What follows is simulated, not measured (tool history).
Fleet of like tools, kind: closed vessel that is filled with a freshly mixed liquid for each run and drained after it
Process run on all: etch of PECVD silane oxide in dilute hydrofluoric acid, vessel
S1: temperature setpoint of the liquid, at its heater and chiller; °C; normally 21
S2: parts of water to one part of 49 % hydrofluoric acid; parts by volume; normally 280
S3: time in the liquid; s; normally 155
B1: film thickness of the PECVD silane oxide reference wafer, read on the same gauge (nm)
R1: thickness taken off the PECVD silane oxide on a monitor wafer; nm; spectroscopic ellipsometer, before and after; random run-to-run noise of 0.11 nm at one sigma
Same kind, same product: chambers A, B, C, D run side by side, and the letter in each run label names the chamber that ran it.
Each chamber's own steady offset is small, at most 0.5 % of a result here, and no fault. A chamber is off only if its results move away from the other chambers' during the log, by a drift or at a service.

{"run": "1A", "hour": 5.2, "S1": 21, "S2": 280, "S3": 155, "B1": 89.983, "R1": 15.921}
{"run": "2D", "hour": 12.1, "S1": 21, "S2": 280, "S3": 155, "B1": 90.02, "R1": 15.976}
{"run": "3B", "hour": 16.5, "S1": 21, "S2": 280, "S3": 155, "B1": 89.994, "R1": 15.848}
{"run": "4C", "hour": 21.7, "S1": 21, "S2": 280, "S3": 155, "B1": 90.006, "R1": 15.81}
{"run": "5A", "hour": 27.5, "S1": 21, "S2": 280, "S3": 155, "B1": 90.022, "R1": 15.965}
{"run": "6C", "hour": 31.4, "S1": 21, "S2": 280, "S3": 155, "B1": 90.005, "R1": 15.882}
{"run": "7B", "hour": 36.8, "S1": 21, "S2": 280, "S3": 155, "B1": 90.004, "R1": 15.683}
{"run": "8D", "hour": 40.9, "S1": 21, "S2": 280, "S3": 155, "B1": 89.985, "R1": 15.965}
{"run": "9B", "hour": 45.7, "S1": 21, "S2": 280, "S3": 155, "B1": 90.049, "R1": 15.861}
{"run": "10A", "hour": 51.4, "S1": 21, "S2": 280, "S3": 155, "B1": 89.979, "R1": 15.924}
{"run": "11C", "hour": 58.0, "S1": 21, "S2": 280, "S3": 155, "B1": 89.994, "R1": 15.982}
{"hour": 62.0, "done": "chamber B: hydrofluoric acid flow meter replaced"}
{"run": "12D", "hour": 63.6, "S1": 21, "S2": 280, "S3": 240, "B1": 89.976, "R1": 24.464}
{"run": "13A", "hour": 70.5, "S1": 21, "S2": 280, "S3": 240, "B1": 89.984, "R1": 24.753}
{"run": "14C", "hour": 77.3, "S1": 21, "S2": 280, "S3": 240, "B1": 89.992, "R1": 24.878}
{"run": "15B", "hour": 84.4, "S1": 21, "S2": 280, "S3": 240, "B1": 89.998, "R1": 24.944}
{"run": "16D", "hour": 89.0, "S1": 21, "S2": 280, "S3": 155, "B1": 90.009, "R1": 16.019}
{"run": "17D", "hour": 95.1, "S1": 21, "S2": 280, "S3": 155, "B1": 89.99, "R1": 15.938}
{"run": "18A", "hour": 100.5, "S1": 21, "S2": 280, "S3": 155, "B1": 90.015, "R1": 15.806}
{"hour": 100.7, "done": "chamber C: hydrofluoric acid flow meter replaced"}
{"run": "19C", "hour": 105.6, "S1": 21, "S2": 280, "S3": 155, "B1": 90.001, "R1": 15.979}
{"run": "20B", "hour": 110.9, "S1": 21, "S2": 280, "S3": 155, "B1": 90.019, "R1": 16.084}
{"run": "21A", "hour": 114.3, "S1": 21, "S2": 280, "S3": 155, "B1": 89.972, "R1": 16.001}
{"run": "22C", "hour": 120.6, "S1": 21, "S2": 280, "S3": 155, "B1": 89.991, "R1": 15.99}
{"run": "23D", "hour": 125.7, "S1": 21, "S2": 280, "S3": 155, "B1": 90.001, "R1": 15.921}
{"run": "24B", "hour": 129.2, "S1": 21, "S2": 160, "S3": 155, "B1": 89.968, "R1": 31.195}
{"run": "25B", "hour": 134.6, "S1": 21, "S2": 160, "S3": 155, "B1": 89.994, "R1": 31.581}
{"run": "26C", "hour": 140.5, "S1": 21, "S2": 160, "S3": 155, "B1": 90.044, "R1": 31.951}
{"run": "27A", "hour": 144.4, "S1": 21, "S2": 160, "S3": 155, "B1": 89.994, "R1": 31.332}
{"run": "28D", "hour": 147.5, "S1": 21, "S2": 280, "S3": 155, "B1": 89.992, "R1": 15.996}
{"run": "29A", "hour": 152.4, "S1": 21, "S2": 150, "S3": 155, "B1": 89.993, "R1": 33.849}
{"run": "30C", "hour": 159.6, "S1": 21, "S2": 150, "S3": 155, "B1": 90.011, "R1": 34.296}

The same settings go to every chamber for the next run, one line per chamber below. Forecast the results for each:
{"run": "31A", "hour": 164.8, "S1": 26, "S2": 280, "S3": 155, "R1": "?"}
{"run": "31B", "hour": 164.8, "S1": 26, "S2": 280, "S3": 155, "R1": "?"}
{"run": "31C", "hour": 164.8, "S1": 26, "S2": 280, "S3": 155, "R1": "?"}
{"run": "31D", "hour": 164.8, "S1": 26, "S2": 280, "S3": 155, "R1": "?"}

run=31A R1=19.175
run=31B R1=18.959
run=31C R1=19.114
run=31D R1=19.012
